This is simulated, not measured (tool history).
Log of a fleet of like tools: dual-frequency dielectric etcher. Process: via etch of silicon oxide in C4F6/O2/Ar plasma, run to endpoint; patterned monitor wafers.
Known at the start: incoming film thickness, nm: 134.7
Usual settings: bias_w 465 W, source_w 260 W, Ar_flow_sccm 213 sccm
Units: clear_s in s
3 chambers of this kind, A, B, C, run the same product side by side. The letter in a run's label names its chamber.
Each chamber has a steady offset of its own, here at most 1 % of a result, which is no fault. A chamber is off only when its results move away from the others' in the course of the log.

run,hour,bias_w,source_w,Ar_flow_sccm,clear_s
1B,8.9,465,260,213,34.095
2C,16.7,465,260,213,34.184
3A,29.3,465,260,213,34.226
4B,38.1,465,260,213,34.183
5C,49.2,465,260,213,34.370
6A,56.0,465,260,213,34.314
7B,65.1,465,260,213,34.297
8C,75.2,402,260,249,37.226
9A,82.3,402,260,249,36.724
10B,88.7,402,260,249,36.684
11C,96.4,465,310,213,32.178
12A,101.9,465,310,213,32.154
13B,107.7,465,310,213,32.145
14C,116.6,532,260,213,32.744
15A,127.3,532,260,213,33.152
16B,139.2,532,260,213,32.624
17C,146.6,465,260,213,34.152
18A,155.7,465,260,178,34.116
19B,166.3,465,260,178,33.544
20A,173.9,465,260,178,34.176
21C,181.1,361,230,213,39.443
22C,187.8,361,230,213,39.544
23B,195.3,361,230,213,39.217
24A,205.5,465,230,182,36.228
25C,217.5,465,230,182,35.010
26A,223.6,465,230,182,36.341
27B,234.5,465,260,213,34.370
28A,242.8,465,260,213,35.351
29C,253.3,465,260,213,34.208

All 3 chambers run these settings next. Forecast each chamber's results:
30A,262.3,465,260,213,?
30B,262.3,465,260,213,?
30C,262.3,465,260,213,?

run,clear_s
30A,35.401
30B,34.269
30C,34.339
